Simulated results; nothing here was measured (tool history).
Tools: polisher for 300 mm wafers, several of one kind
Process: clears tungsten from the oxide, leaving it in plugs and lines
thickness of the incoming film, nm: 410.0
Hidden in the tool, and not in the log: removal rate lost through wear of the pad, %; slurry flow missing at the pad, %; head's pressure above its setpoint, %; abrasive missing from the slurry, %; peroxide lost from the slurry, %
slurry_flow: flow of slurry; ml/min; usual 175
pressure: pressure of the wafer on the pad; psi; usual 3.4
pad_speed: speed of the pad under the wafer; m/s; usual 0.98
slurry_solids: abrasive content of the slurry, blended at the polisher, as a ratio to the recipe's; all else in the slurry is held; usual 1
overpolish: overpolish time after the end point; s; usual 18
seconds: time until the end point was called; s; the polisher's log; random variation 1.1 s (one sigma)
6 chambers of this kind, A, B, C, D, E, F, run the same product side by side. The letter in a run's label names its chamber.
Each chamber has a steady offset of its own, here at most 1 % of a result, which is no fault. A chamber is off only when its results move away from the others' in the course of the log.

run	hour	slurry_flow	pressure	pad_speed	slurry_solids	overpolish	wafers polished on this pad	hours since the slurry nozzle was cleaned	hours since the head pressure was calibrated	hours since the slurry blender was calibrated	hours since the slurry got fresh peroxide	seconds
1B	3.2	175	3.4	0.98	1	18	471	215.1	541.1	74.5	66.6	114.04
# hour 6.8: chamber E: slurry tank refilled with fresh slurry and peroxide
2D	8.6	175	3.4	0.98	1	18	62	206.5	279	86.5	44.7	113.5
3C	12.7	175	3.4	0.98	1	18	404	106.4	762.5	79.9	24.4	114.58
4E	15.8	175	3.4	0.98	1	18	178	332.1	237.6	27.7	9.1	115.08
5F	19.7	175	3.4	0.98	1	18	1194	409.2	449.6	121.8	210	113.22
# hour 23.6: chamber D: head pressure recalibrated
6A	25.3	215	3.4	1.2	1	18	374	576.9	774.1	44	113.9	90.953
7F	29.3	215	3.4	1.2	1	18	1252	418.8	459.2	131.4	219.6	89.885
# hour 31.4: chamber B: slurry tank refilled with fresh slurry and peroxide
8A	32.9	215	3.4	1.2	1	18	420	584.5	781.7	51.6	121.5	91.762
9B	37.2	215	3.4	1.2	1	18	676	249.1	575.1	108.5	5.9	89.035
# hour 37.8: chamber B: slurry blender recalibrated
# hour 38.7: chamber F: slurry tank refilled with fresh slurry and peroxide
# hour 39.7: chamber C: worn pad replaced by a new one
10C	42.9	215	3.4	1.2	1	18	19	136.6	792.7	110.1	54.6	90.663
# hour 45.9: chamber B: slurry nozzle cleaned
11E	46.9	215	3.4	1.2	1	18	365	363.2	268.7	58.8	40.2	90.971
# hour 48.4: chamber E: slurry tank refilled with fresh slurry and peroxide
12D	52.7	175	2.8	0.98	1	9	328	250.6	29.1	130.6	88.8	136.8
# hour 55.1: chamber D: slurry tank refilled with fresh slurry and peroxide
13D	56.5	175	2.8	0.98	1	9	351	254.4	32.9	134.4	1.5	139.76
14A	60.6	175	2.8	0.98	1	9	587	612.2	809.4	79.3	149.2	141.35
15F	67	175	2.8	0.98	1	9	1479	456.5	496.9	169.1	28.4	138.69
# hour 72: chamber A: slurry tank refilled with fresh slurry and peroxide
16B	72.7	175	2.8	0.98	1	9	890	26.9	610.6	34.9	41.4	137.1
# hour 73.6: chamber F: worn pad replaced by a new one
17C	77.7	175	2.8	0.98	1	9	229	171.4	827.5	144.9	89.4	139.54
18E	83.3	140	3.4	0.98	0.85	18	584	399.6	305.1	95.2	35	126.29
# hour 85.1: chamber E: slurry tank refilled with fresh slurry and peroxide
19E	87.8	140	3.4	0.98	0.85	18	611	404.1	309.6	99.7	2.8	125.6
# hour 90.8: chamber C: slurry blender recalibrated
20A	93.2	140	3.4	0.98	0.85	18	783	644.8	842	111.9	21.3	123.26
21B	96.1	140	3.4	0.98	0.85	18	1030	50.3	634	58.3	64.8	121.22
22F	100.6	140	3.4	0.98	0.85	18	162	490.1	530.5	202.7	62	123.03
23D	106.2	140	3.4	0.98	0.85	18	650	304.1	82.6	184.1	51.2	124.97
24C	109.6	175	3.4	0.98	1	18	421	203.3	859.4	18.8	121.3	113.17
# hour 111.9: chamber D: worn pad replaced by a new one
25C	113.3	175	3.4	0.98	1	18	443	207	863.1	22.5	125	114.23
# hour 119: chamber A: worn pad replaced by a new one
26A	119.2	145	4.4	0.98	1	18	1	670.8	868	137.9	47.3	90.082
# hour 120.2: chamber E: slurry tank refilled with fresh slurry and peroxide
# hour 123.8: chamber E: worn pad replaced by a new one
27E	125	145	4.4	0.98	1	18	7	441.3	346.8	136.9	4.9	95
28D	130.2	145	4.4	0.98	1	18	110	328.1	106.6	208.1	75.2	91.785
# hour 133: chamber C: worn pad replaced by a new one
29F	134.5	145	4.4	0.98	1	18	366	524	564.4	236.6	95.9	90.585
30B	138.7	145	4.4	0.98	1	18	1287	92.9	676.6	100.9	107.4	90.269
# hour 140.4: chamber D: slurry tank refilled with fresh slurry and peroxide
31E	142.7	145	4.4	0.98	1	18	114	459	364.5	154.6	22.6	98.3
# hour 145.4: chamber B: slurry tank refilled with fresh slurry and peroxide
32A	146.4	175	3.4	0.98	1	18	165	698	895.2	165.1	74.5	113.63
# hour 146.7: chamber B: slurry blender recalibrated
33C	151.3	175	3	1.08	1	18	110	245	901.1	60.5	163	116.65
34F	156.4	175	3	1.08	1	18	498	545.9	586.3	258.5	117.8	114.98
35D	159.6	175	3	1.08	1	18	287	357.5	136	237.5	19.2	119.84
36B	165.6	175	3	1.08	1	18	1449	119.8	703.5	18.9	20.2	116.19

What goes on in this fleet: one chamber off, a drifting gauge, or nothing beyond the chambers' own small offsets? Name the chamber and the cause, if any.

Chamber E drifts away from the others.
Cause: slurry flow missing at the pad, % = 33.7.
The log may not tell that from: head's pressure below its setpoint, %; abrasive missing from the slurry, %.

Here are 4 candidates for chamber E's next run, each the usual settings with a change, their results left as question marks. Which one brings its results back in line with what the others give on the usual settings?
In line means no further than this from the other chambers' mean on the usual settings: seconds 3.8 s
37E-1	170.2	175	3.3	0.94	1	18						?
37E-2	170.2	180	3.4	1.12	1	18						?
37E-3	170.2	175	3.5	1.02	1	18						?
37E-4	170.2	175	2.9	0.98	1	18						?

The other chambers' mean on the usual settings: seconds 113.81 s
run	seconds
37E-1	132.99
37E-2	107.38
37E-3	115.36
37E-4	145.24
37E-3 brings the chamber back in line.

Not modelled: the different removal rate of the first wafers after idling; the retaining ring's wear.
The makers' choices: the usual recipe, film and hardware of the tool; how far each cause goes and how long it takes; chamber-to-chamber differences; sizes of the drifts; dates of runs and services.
